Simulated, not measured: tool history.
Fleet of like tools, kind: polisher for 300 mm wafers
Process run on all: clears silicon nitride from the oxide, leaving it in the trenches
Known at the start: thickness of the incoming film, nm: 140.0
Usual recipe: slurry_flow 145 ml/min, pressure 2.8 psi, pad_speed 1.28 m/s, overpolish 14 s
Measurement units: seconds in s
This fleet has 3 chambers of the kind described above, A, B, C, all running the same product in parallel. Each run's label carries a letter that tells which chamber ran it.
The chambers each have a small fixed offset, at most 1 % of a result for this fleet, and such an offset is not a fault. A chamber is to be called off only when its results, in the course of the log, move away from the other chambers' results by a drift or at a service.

{"hour": 3.0, "done": "chamber A: worn pad replaced by a new one"}
{"run": "1B", "hour": 10.2, "slurry_flow": 145, "pressure": 2.8, "pad_speed": 1.28, "overpolish": 14, "seconds": 100.88}
{"run": "2A", "hour": 21.7, "slurry_flow": 145, "pressure": 2.8, "pad_speed": 1.28, "overpolish": 14, "seconds": 102.41}
{"run": "3C", "hour": 29.4, "slurry_flow": 145, "pressure": 2.8, "pad_speed": 1.28, "overpolish": 14, "seconds": 101.59}
{"run": "4B", "hour": 37.1, "slurry_flow": 145, "pressure": 2.8, "pad_speed": 1.28, "overpolish": 14, "seconds": 99.291}
{"run": "5C", "hour": 44.3, "slurry_flow": 145, "pressure": 2.8, "pad_speed": 1.28, "overpolish": 14, "seconds": 102.2}
{"run": "6A", "hour": 55.3, "slurry_flow": 145, "pressure": 2.8, "pad_speed": 1.28, "overpolish": 14, "seconds": 100.72}
{"run": "7A", "hour": 64.8, "slurry_flow": 145, "pressure": 2.8, "pad_speed": 1.28, "overpolish": 14, "seconds": 100.81}
{"hour": 65.6, "done": "chamber C: worn pad replaced by a new one"}
{"run": "8C", "hour": 73.2, "slurry_flow": 145, "pressure": 2.8, "pad_speed": 1.52, "overpolish": 14, "seconds": 82.805}
{"run": "9B", "hour": 80.3, "slurry_flow": 145, "pressure": 2.8, "pad_speed": 1.52, "overpolish": 14, "seconds": 84.276}
{"run": "10A", "hour": 86.2, "slurry_flow": 145, "pressure": 2.8, "pad_speed": 1.52, "overpolish": 14, "seconds": 86.422}
{"run": "11B", "hour": 91.3, "slurry_flow": 145, "pressure": 2.8, "pad_speed": 1.28, "overpolish": 14, "seconds": 100.22}
{"run": "12C", "hour": 99.0, "slurry_flow": 145, "pressure": 2.8, "pad_speed": 1.28, "overpolish": 14, "seconds": 95.554}
{"hour": 103.1, "done": "chamber B: worn pad replaced by a new one"}
{"hour": 104.5, "done": "chamber C: slurry nozzle cleaned"}
{"hour": 108.9, "done": "chamber A: worn pad replaced by a new one"}
{"run": "13A", "hour": 110.4, "slurry_flow": 145, "pressure": 2.8, "pad_speed": 1.28, "overpolish": 14, "seconds": 99.12}
{"hour": 113.3, "done": "chamber B: slurry nozzle cleaned"}
{"run": "14C", "hour": 117.6, "slurry_flow": 145, "pressure": 2.8, "pad_speed": 1.28, "overpolish": 14, "seconds": 96.502}
{"run": "15B", "hour": 123.3, "slurry_flow": 145, "pressure": 2.8, "pad_speed": 1.28, "overpolish": 14, "seconds": 102.7}
{"run": "16C", "hour": 128.7, "slurry_flow": 145, "pressure": 2.8, "pad_speed": 1.28, "overpolish": 14, "seconds": 93.608}
{"run": "17A", "hour": 136.6, "slurry_flow": 145, "pressure": 2.8, "pad_speed": 1.28, "overpolish": 18, "seconds": 98.313}
{"run": "18B", "hour": 147.1, "slurry_flow": 145, "pressure": 2.8, "pad_speed": 1.28, "overpolish": 18, "seconds": 101.31}
{"run": "19C", "hour": 152.3, "slurry_flow": 145, "pressure": 2.8, "pad_speed": 1.28, "overpolish": 18, "seconds": 97.372}
{"run": "20A", "hour": 160.9, "slurry_flow": 145, "pressure": 2.8, "pad_speed": 1.28, "overpolish": 14, "seconds": 101.04}
{"run": "21B", "hour": 167.7, "slurry_flow": 145, "pressure": 2.8, "pad_speed": 1.28, "overpolish": 14, "seconds": 103.43}
{"run": "22A", "hour": 174.7, "slurry_flow": 145, "pressure": 2.8, "pad_speed": 1.28, "overpolish": 14, "seconds": 99.811}
{"run": "23B", "hour": 183.7, "slurry_flow": 145, "pressure": 2.8, "pad_speed": 1.28, "overpolish": 14, "seconds": 102}
{"run": "24C", "hour": 192.4, "slurry_flow": 145, "pressure": 2.8, "pad_speed": 1.28, "overpolish": 14, "seconds": 93.761}
{"hour": 197.1, "done": "chamber C: worn pad replaced by a new one"}
{"run": "25C", "hour": 200.1, "slurry_flow": 145, "pressure": 2.8, "pad_speed": 1.28, "overpolish": 14, "seconds": 93.837}
{"hour": 202.9, "done": "chamber A: worn pad replaced by a new one"}
{"run": "26A", "hour": 205.7, "slurry_flow": 145, "pressure": 2.8, "pad_speed": 1.1, "overpolish": 17, "seconds": 120.67}
{"run": "27B", "hour": 213.9, "slurry_flow": 145, "pressure": 2.8, "pad_speed": 1.1, "overpolish": 17, "seconds": 113.2}
{"run": "28B", "hour": 221.2, "slurry_flow": 145, "pressure": 2.8, "pad_speed": 1.1, "overpolish": 17, "seconds": 119.28}
{"run": "29A", "hour": 231.1, "slurry_flow": 145, "pressure": 2.8, "pad_speed": 1.28, "overpolish": 14, "seconds": 103.8}

Predict what each chamber gives when all 3 of them run the settings below next.
{"run": "30A", "hour": 239.6, "slurry_flow": 145, "pressure": 2.8, "pad_speed": 1.28, "overpolish": 14, "seconds": "?"}
{"run": "30B", "hour": 239.6, "slurry_flow": 145, "pressure": 2.8, "pad_speed": 1.28, "overpolish": 14, "seconds": "?"}
{"run": "30C", "hour": 239.6, "slurry_flow": 145, "pressure": 2.8, "pad_speed": 1.28, "overpolish": 14, "seconds": "?"}

run=30A seconds=100.57
run=30B seconds=101.2
run=30C seconds=88.574
